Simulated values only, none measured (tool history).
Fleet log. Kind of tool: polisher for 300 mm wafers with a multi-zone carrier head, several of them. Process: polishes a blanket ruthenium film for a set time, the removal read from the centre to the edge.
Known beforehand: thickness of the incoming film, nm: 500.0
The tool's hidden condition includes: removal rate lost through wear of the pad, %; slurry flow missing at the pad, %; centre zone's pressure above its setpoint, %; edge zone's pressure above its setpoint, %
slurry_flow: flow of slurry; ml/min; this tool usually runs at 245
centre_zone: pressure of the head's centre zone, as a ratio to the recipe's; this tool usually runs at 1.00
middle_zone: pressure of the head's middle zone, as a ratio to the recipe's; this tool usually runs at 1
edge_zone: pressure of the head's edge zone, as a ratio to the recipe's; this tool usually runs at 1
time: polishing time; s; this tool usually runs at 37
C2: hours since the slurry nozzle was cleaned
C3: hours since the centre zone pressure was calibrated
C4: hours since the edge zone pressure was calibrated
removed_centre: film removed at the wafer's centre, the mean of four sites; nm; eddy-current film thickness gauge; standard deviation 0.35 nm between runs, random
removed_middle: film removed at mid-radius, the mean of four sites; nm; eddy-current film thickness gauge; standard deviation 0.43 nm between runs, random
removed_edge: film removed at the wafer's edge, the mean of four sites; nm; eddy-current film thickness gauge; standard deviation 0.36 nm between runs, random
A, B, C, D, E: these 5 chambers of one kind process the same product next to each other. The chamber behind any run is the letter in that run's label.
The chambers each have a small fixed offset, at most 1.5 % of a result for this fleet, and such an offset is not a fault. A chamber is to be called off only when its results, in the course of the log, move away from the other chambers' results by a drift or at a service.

-- day=0.175 chamber E: worn pad replaced by a new one
run 1E day=0.192 | slurry_flow=245 centre_zone=1.00 middle_zone=1 edge_zone=1 time=37 | wafers_polished_on_this_pad=8 C2=520.6 C3=965.4 C4=148.2 | removed_centre=39.123 removed_middle=39.347 removed_edge=39.634
-- day=0.292 chamber B: centre zone pressure recalibrated
run 2B day=0.500 | slurry_flow=245 centre_zone=1.00 middle_zone=1 edge_zone=1 time=37 | wafers_polished_on_this_pad=802 C2=14.5 C3=5.1 C4=543.4 | removed_centre=39.885 removed_middle=39.961 removed_edge=39.113
run 3D day=0.821 | slurry_flow=245 centre_zone=1.00 middle_zone=1 edge_zone=1 time=37 | wafers_polished_on_this_pad=450 C2=274.9 C3=430.3 C4=165.1 | removed_centre=38.977 removed_middle=39.821 removed_edge=39.761
-- day=1.000 chamber A: worn pad replaced by a new one
run 4C day=1.017 | slurry_flow=245 centre_zone=1.00 middle_zone=1 edge_zone=1 time=37 | wafers_polished_on_this_pad=984 C2=53.3 C3=623.9 C4=65.4 | removed_centre=39.275 removed_middle=38.871 removed_edge=39.392
-- day=1.092 chamber B: worn pad replaced by a new one
run 5A day=1.246 | slurry_flow=245 centre_zone=1.00 middle_zone=1 edge_zone=1 time=37 | wafers_polished_on_this_pad=107 C2=97.5 C3=145.1 C4=438.8 | removed_centre=39.994 removed_middle=39.456 removed_edge=39.281
-- day=1.275 chamber C: worn pad replaced by a new one
run 6C day=1.488 | slurry_flow=245 centre_zone=1.00 middle_zone=1 edge_zone=1 time=37 | wafers_polished_on_this_pad=92 C2=64.6 C3=635.2 C4=76.7 | removed_centre=39.538 removed_middle=39.254 removed_edge=38.992
run 7E day=1.638 | slurry_flow=245 centre_zone=1.00 middle_zone=1 edge_zone=1 time=37 | wafers_polished_on_this_pad=637 C2=555.3 C3=1000.1 C4=182.9 | removed_centre=38.731 removed_middle=38.433 removed_edge=39.769
run 8D day=1.825 | slurry_flow=245 centre_zone=1.00 middle_zone=1 edge_zone=1 time=37 | wafers_polished_on_this_pad=886 C2=299.0 C3=454.4 C4=189.2 | removed_centre=38.950 removed_middle=39.230 removed_edge=40.049
run 9A day=2.062 | slurry_flow=245 centre_zone=1.00 middle_zone=1 edge_zone=1 time=37 | wafers_polished_on_this_pad=462 C2=117.1 C3=164.7 C4=458.4 | removed_centre=39.570 removed_middle=39.843 removed_edge=39.893
run 10B day=2.208 | slurry_flow=245 centre_zone=1.00 middle_zone=1 edge_zone=1 time=37 | wafers_polished_on_this_pad=486 C2=55.5 C3=46.1 C4=584.4 | removed_centre=40.143 removed_middle=39.256 removed_edge=39.777
-- day=2.329 chamber E: worn pad replaced by a new one
run 11B day=2.471 | slurry_flow=245 centre_zone=1.00 middle_zone=1 edge_zone=1 time=37 | wafers_polished_on_this_pad=600 C2=61.8 C3=52.4 C4=590.7 | removed_centre=39.409 removed_middle=39.722 removed_edge=39.612
run 12E day=2.700 | slurry_flow=245 centre_zone=1.00 middle_zone=1 edge_zone=1 time=37 | wafers_polished_on_this_pad=161 C2=580.8 C3=1025.6 C4=208.4 | removed_centre=39.529 removed_middle=39.881 removed_edge=39.585
-- day=2.838 chamber A: worn pad replaced by a new one
run 13D day=2.850 | slurry_flow=245 centre_zone=1.00 middle_zone=1 edge_zone=1 time=37 | wafers_polished_on_this_pad=1331 C2=323.6 C3=479.0 C4=213.8 | removed_centre=39.173 removed_middle=39.467 removed_edge=39.845
run 14C day=3.146 | slurry_flow=245 centre_zone=1.00 middle_zone=1 edge_zone=1 time=37 | wafers_polished_on_this_pad=813 C2=104.4 C3=675.0 C4=116.5 | removed_centre=39.630 removed_middle=38.955 removed_edge=38.314
-- day=3.304 chamber D: worn pad replaced by a new one
run 15A day=3.333 | slurry_flow=245 centre_zone=1.00 middle_zone=1 edge_zone=1 time=37 | wafers_polished_on_this_pad=217 C2=147.6 C3=195.2 C4=488.9 | removed_centre=38.923 removed_middle=39.369 removed_edge=38.444
-- day=3.458 chamber C: worn pad replaced by a new one
-- day=3.612 chamber B: worn pad replaced by a new one
run 16E day=3.612 | slurry_flow=245 centre_zone=1.00 middle_zone=1 edge_zone=1 time=37 | wafers_polished_on_this_pad=557 C2=602.7 C3=1047.5 C4=230.3 | removed_centre=39.332 removed_middle=39.269 removed_edge=39.283
run 17C day=3.900 | slurry_flow=245 centre_zone=1.07 middle_zone=1 edge_zone=1 time=41 | wafers_polished_on_this_pad=191 C2=122.5 C3=693.1 C4=134.6 | removed_centre=47.583 removed_middle=44.076 removed_edge=43.562
run 18B day=4.100 | slurry_flow=245 centre_zone=1.07 middle_zone=1 edge_zone=1 time=41 | wafers_polished_on_this_pad=213 C2=100.9 C3=91.5 C4=629.8 | removed_centre=46.607 removed_middle=43.956 removed_edge=43.415
run 19A day=4.250 | slurry_flow=245 centre_zone=1.07 middle_zone=1 edge_zone=1 time=41 | wafers_polished_on_this_pad=615 C2=169.6 C3=217.2 C4=510.9 | removed_centre=46.964 removed_middle=43.395 removed_edge=43.184
run 20D day=4.412 | slurry_flow=245 centre_zone=1.07 middle_zone=1 edge_zone=1 time=41 | wafers_polished_on_this_pad=482 C2=361.1 C3=516.5 C4=251.3 | removed_centre=47.244 removed_middle=43.295 removed_edge=43.767
-- day=4.475 chamber E: worn pad replaced by a new one
run 21D day=4.712 | slurry_flow=245 centre_zone=1.07 middle_zone=1 edge_zone=1 time=41 | wafers_polished_on_this_pad=613 C2=368.3 C3=523.7 C4=258.5 | removed_centre=47.161 removed_middle=43.570 removed_edge=43.997
run 22C day=4.858 | slurry_flow=245 centre_zone=1.00 middle_zone=1 edge_zone=1 time=37 | wafers_polished_on_this_pad=608 C2=145.5 C3=716.1 C4=157.6 | removed_centre=39.642 removed_middle=39.744 removed_edge=38.832
-- day=5.062 chamber A: worn pad replaced by a new one
run 23B day=5.146 | slurry_flow=245 centre_zone=1.00 middle_zone=1 edge_zone=1 time=37 | wafers_polished_on_this_pad=667 C2=126.0 C3=116.6 C4=654.9 | removed_centre=40.357 removed_middle=38.407 removed_edge=39.317
run 24A day=5.412 | slurry_flow=245 centre_zone=1.00 middle_zone=1 edge_zone=1 time=37 | wafers_polished_on_this_pad=152 C2=197.5 C3=245.1 C4=538.8 | removed_centre=38.913 removed_middle=37.220 removed_edge=38.418
run 25E day=5.558 | slurry_flow=245 centre_zone=1.00 middle_zone=1 edge_zone=1 time=37 | wafers_polished_on_this_pad=471 C2=649.4 C3=1094.2 C4=277.0 | removed_centre=39.049 removed_middle=39.540 removed_edge=39.355
run 26A day=5.708 | slurry_flow=245 centre_zone=1.00 middle_zone=1 edge_zone=1 time=37 | wafers_polished_on_this_pad=281 C2=204.6 C3=252.2 C4=545.9 | removed_centre=38.190 removed_middle=36.856 removed_edge=37.932
-- day=5.821 chamber B: worn pad replaced by a new one
-- day=5.850 chamber C: worn pad replaced by a new one
run 27D day=5.917 | slurry_flow=245 centre_zone=1.00 middle_zone=1 edge_zone=1 time=37 | wafers_polished_on_this_pad=1136 C2=397.2 C3=552.6 C4=287.4 | removed_centre=38.206 removed_middle=39.023 removed_edge=39.626
run 28E day=6.071 | slurry_flow=245 centre_zone=1.00 middle_zone=1 edge_zone=1 time=37 | wafers_polished_on_this_pad=693 C2=661.7 C3=1106.5 C4=289.3 | removed_centre=39.138 removed_middle=39.769 removed_edge=39.225
run 29B day=6.238 | slurry_flow=245 centre_zone=1.00 middle_zone=1 edge_zone=1 time=37 | wafers_polished_on_this_pad=182 C2=152.2 C3=142.8 C4=681.1 | removed_centre=39.896 removed_middle=38.826 removed_edge=39.843
run 30C day=6.533 | slurry_flow=245 centre_zone=1.00 middle_zone=1 edge_zone=1 time=37 | wafers_polished_on_this_pad=297 C2=185.7 C3=756.3 C4=197.8 | removed_centre=39.382 removed_middle=38.557 removed_edge=38.746
run 31D day=6.854 | slurry_flow=245 centre_zone=1.00 middle_zone=1 edge_zone=1 time=37 | wafers_polished_on_this_pad=1543 C2=419.7 C3=575.1 C4=309.9 | removed_centre=38.748 removed_middle=40.172 removed_edge=40.084

Which is it: a chamber that has drifted or been left off by a service, a gauge drift common to all chambers, or only each chamber's usual small offset? If a chamber is off, name it and its likeliest cause.

It is chamber A that slowly wanders off from its peers.
What lies behind it: slurry flow missing at the pad, % = 41.

Chamber A could run next with any of the 4 candidate recipes listed below; each alters the usual settings, and their results appear as question marks. Which one brings its results back in line with what the other chambers deliver on the usual settings?
In line here means within this much of the mean the other chambers give on the usual settings: removed_centre 1.200 nm; removed_middle 1.500 nm; removed_edge 1.200 nm
run 32A-1 day=7.096 | slurry_flow=245 centre_zone=1.00 middle_zone=1.00 edge_zone=1.00 time=36 | removed_centre=? removed_middle=? removed_edge=?
run 32A-2 day=7.096 | slurry_flow=240 centre_zone=0.99 middle_zone=0.99 edge_zone=1.01 time=35 | removed_centre=? removed_middle=? removed_edge=?
run 32A-3 day=7.096 | slurry_flow=245 centre_zone=1.00 middle_zone=1.00 edge_zone=1.00 time=38 | removed_centre=? removed_middle=? removed_edge=?
run 32A-4 day=7.096 | slurry_flow=250 centre_zone=1.01 middle_zone=1.01 edge_zone=0.99 time=39 | removed_centre=? removed_middle=? removed_edge=?

The mean the other chambers reach with the usual settings: removed_centre 39.300 nm; removed_middle 39.324 nm; removed_edge 39.364 nm
run=32A-1 removed_centre=35.522 removed_middle=35.414 removed_edge=35.856
run=32A-2 removed_centre=34.001 removed_middle=33.981 removed_edge=34.948
run=32A-3 removed_centre=37.495 removed_middle=37.382 removed_edge=37.848
run=32A-4 removed_centre=39.074 removed_middle=38.864 removed_edge=38.740
The right change is 32A-4: it brings the chamber back within the allowed miss of the others.

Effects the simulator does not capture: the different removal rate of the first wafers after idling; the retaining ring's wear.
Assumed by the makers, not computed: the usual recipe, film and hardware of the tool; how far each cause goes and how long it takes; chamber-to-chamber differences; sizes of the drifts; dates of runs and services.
